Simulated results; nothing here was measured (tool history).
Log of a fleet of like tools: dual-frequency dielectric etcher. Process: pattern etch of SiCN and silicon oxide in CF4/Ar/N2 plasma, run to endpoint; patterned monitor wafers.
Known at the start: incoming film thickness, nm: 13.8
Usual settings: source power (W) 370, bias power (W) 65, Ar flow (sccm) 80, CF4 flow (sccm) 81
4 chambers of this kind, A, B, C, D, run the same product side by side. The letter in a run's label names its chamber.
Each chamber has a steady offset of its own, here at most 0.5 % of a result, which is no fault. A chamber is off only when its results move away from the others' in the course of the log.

run   hour  source power (W)  bias power (W)  Ar flow (sccm)  CF4 flow (sccm)  endpoint time (s)
 1D    3.2               370              65              80               81             18.675
 2B    6.5               370              65              80               81             18.667
 3C   10.1               370              65              80               81             18.733
 4A   13.2               370              65              80               81             18.606
 5A   17.4               370              65              80               81             18.587
 6D   21.2               370              65              80               81             18.669
 7B   24.2               370              65              80               81             18.628
 8C     27               370              65              80               81             18.865
 9B   30.3               370              65              80               81             18.602
10C   34.6               370              65              80               81             18.706
      36.6  -- chamber C: Ar flow controller replaced
11A   36.9               370              65              80               81             18.676
12D   40.4               370              50              80               81             20.356
13D   42.9               370              50              80               81             20.481
14A   46.4               370              50              80               81             20.239
15C   48.8               370              50              80               81             20.028
16B     53               370              65              80               81             18.408
17C   56.6               370              65              80               81              18.58
18B   60.2               370              65              80               81             18.482
19A   63.9               370              65              80               81             18.764
20D   66.7               370              65              80               81             18.624
21D   69.7               370              65              80               81             18.696
22B     72               370              65              80               81             18.384
23A   73.9               370              65              80               81             18.517
24C   76.7               370              65              80               81             18.717
25A   79.2               370              65              80               81             18.612
26C   83.1               370              65              80               81             18.718
27B     86               370              65              80               81             17.983
28D   90.3               370              65              80               81             18.458
29C   94.4               370              65              80               81             18.703
30B   98.4               370              65              80               81             17.974
31D  100.4               370              65              80               81             18.822
32A  102.9               370              65              80               81             18.753
33D  106.5               370              65              80               81             18.635
34C    109               370              65              80               81             18.606

Next, every chamber runs the same settings. What will each give?
35A  112.1               370              65              66               81                  ?
35B  112.1               370              65              66               81                  ?
35C  112.1               370              65              66               81                  ?
35D  112.1               370              65              66               81                  ?

run  endpoint time (s)
35A             18.552
35B             17.276
35C             18.188
35D             18.226
